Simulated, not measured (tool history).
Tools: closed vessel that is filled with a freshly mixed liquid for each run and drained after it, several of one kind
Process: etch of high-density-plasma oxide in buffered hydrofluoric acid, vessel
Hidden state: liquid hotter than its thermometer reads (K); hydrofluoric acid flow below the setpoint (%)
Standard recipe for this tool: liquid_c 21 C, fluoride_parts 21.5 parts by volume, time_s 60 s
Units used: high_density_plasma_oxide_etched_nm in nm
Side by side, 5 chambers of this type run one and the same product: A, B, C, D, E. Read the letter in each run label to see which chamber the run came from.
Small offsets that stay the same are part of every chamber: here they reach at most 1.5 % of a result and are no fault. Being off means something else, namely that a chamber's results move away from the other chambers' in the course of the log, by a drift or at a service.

| run | day | liquid_c | fluoride_parts | time_s | hours since the thermometer was replaced | hours since the hydrofluoric acid flow meter was replaced | read-back film thickness of the high-density-plasma oxide reference wafer, read on the same gauge (nm) | high_density_plasma_oxide_etched_nm |
|---|---|---|---|---|---|---|---|---|
| 1C | 0.142 | 21 | 21.5 | 60 | 1843.5 | 498.1 | 140 | 31.628 |
| 2A | 0.233 | 21 | 21.5 | 60 | 1246.5 | 606.6 | 140 | 31.199 |
| 3B | 0.421 | 21 | 21.5 | 60 | 208.2 | 83.4 | 140.01 | 31.459 |
| 4E | 0.588 | 21 | 21.5 | 60 | 211 | 255.8 | 139.99 | 31.521 |
| 5D | 0.712 | 21 | 21.5 | 85 | 1682.4 | 187.4 | 140.01 | 44.479 |
| 6C | 0.833 | 21 | 21.5 | 85 | 1860.1 | 514.7 | 139.99 | 45.029 |
| 7E | 0.979 | 21 | 21.5 | 85 | 220.4 | 265.2 | 140.02 | 45.061 |
| 8A | 1.1 | 21 | 21.5 | 85 | 1267.3 | 627.4 | 140.01 | 43.092 |
| 9D | 1.217 | 21 | 21.5 | 85 | 1694.5 | 199.5 | 139.97 | 45.893 |
| 10B | 1.325 | 21 | 21.5 | 60 | 229.9 | 105.1 | 139.97 | 31.48 |
| 11B | 1.429 | 21 | 27 | 35 | 232.4 | 107.6 | 139.99 | 15.733 |
| 12A | 1.533 | 21 | 27 | 35 | 1277.7 | 637.8 | 139.98 | 15.809 |
| 13C | 1.642 | 21 | 27 | 35 | 1879.5 | 534.1 | 140.02 | 16.081 |
| 14D | 1.796 | 21 | 27 | 35 | 1708.4 | 213.4 | 139.97 | 15.608 |
| 15E | 1.904 | 21 | 27 | 35 | 242.6 | 287.4 | 140 | 15.867 |
|  | 2.008 | chamber C: thermometer replaced |
| 16E | 2.029 | 21 | 21.5 | 60 | 245.6 | 290.4 | 139.99 | 31.352 |
| 17C | 2.117 | 21 | 21.5 | 60 | 2.7 | 545.5 | 139.99 | 32.055 |
| 18A | 2.267 | 21 | 21.5 | 60 | 1295.3 | 655.4 | 140.02 | 31.955 |
| 19D | 2.358 | 21 | 21.5 | 60 | 1721.9 | 226.9 | 139.99 | 32.461 |
| 20B | 2.512 | 21 | 21.5 | 60 | 258.4 | 133.6 | 139.99 | 31.04 |
| 21C | 2.65 | 21 | 21.5 | 60 | 15.5 | 558.3 | 139.95 | 32.081 |
| 22E | 2.771 | 21 | 17.5 | 70 | 263.4 | 308.2 | 140 | 44.147 |
| 23A | 2.879 | 21 | 17.5 | 70 | 1310 | 670.1 | 139.97 | 44.52 |
| 24B | 2.983 | 21 | 17.5 | 70 | 269.7 | 144.9 | 139.99 | 44.848 |
| 25D | 3.088 | 21 | 17.5 | 70 | 1739.4 | 244.4 | 140 | 43.919 |
| 26C | 3.179 | 21 | 17.5 | 70 | 28.2 | 571 | 140 | 44.656 |
| 27D | 3.35 | 24 | 19 | 60 | 1745.7 | 250.7 | 139.99 | 41.162 |
| 28E | 3.492 | 24 | 19 | 60 | 280.7 | 325.5 | 139.99 | 41.738 |
| 29A | 3.671 | 24 | 19 | 60 | 1329 | 689.1 | 140 | 42.192 |
| 30B | 3.796 | 24 | 19 | 60 | 289.2 | 164.4 | 140.02 | 40.537 |
| 31C | 3.938 | 24 | 19 | 60 | 46.4 | 589.2 | 140.02 | 41.22 |
| 32A | 4.038 | 21 | 21.5 | 60 | 1337.8 | 697.9 | 139.98 | 33.073 |
| 33B | 4.183 | 21 | 21.5 | 60 | 298.5 | 173.7 | 140.01 | 31.864 |
| 34D | 4.367 | 21 | 21.5 | 40 | 1770.1 | 275.1 | 139.98 | 21.508 |
| 35E | 4.554 | 21 | 21.5 | 40 | 306.2 | 351 | 140 | 21.315 |
| 36D | 4.721 | 21 | 21.5 | 40 | 1778.6 | 283.6 | 140.02 | 21.383 |
| 37B | 4.808 | 21 | 21.5 | 40 | 313.5 | 188.7 | 140 | 21.259 |
| 38E | 4.95 | 21 | 21.5 | 40 | 315.7 | 360.5 | 139.97 | 21.01 |
|  | 5.038 | chamber A: hydrofluoric acid flow meter replaced |
| 39C | 5.042 | 21 | 21.5 | 60 | 72.9 | 615.7 | 140.03 | 32.022 |
| 40A | 5.146 | 21 | 21.5 | 60 | 1364.4 | 2.6 | 140.01 | 33.625 |
| 41A | 5.238 | 19.5 | 21.5 | 60 | 1366.6 | 4.8 | 139.98 | 30.445 |

Each of the 5 chambers runs these same settings next. Fill in every chamber's results:
| 42A | 5.371 | 21 | 21.5 | 50 |  |  |  | ? |
| 42B | 5.371 | 21 | 21.5 | 50 |  |  |  | ? |
| 42C | 5.371 | 21 | 21.5 | 50 |  |  |  | ? |
| 42D | 5.371 | 21 | 21.5 | 50 |  |  |  | ? |
| 42E | 5.371 | 21 | 21.5 | 50 |  |  |  | ? |

| run | high_density_plasma_oxide_etched_nm |
|---|---|
| 42A | 28.357 |
| 42B | 26.232 |
| 42C | 26.66 |
| 42D | 26.49 |
| 42E | 26.426 |
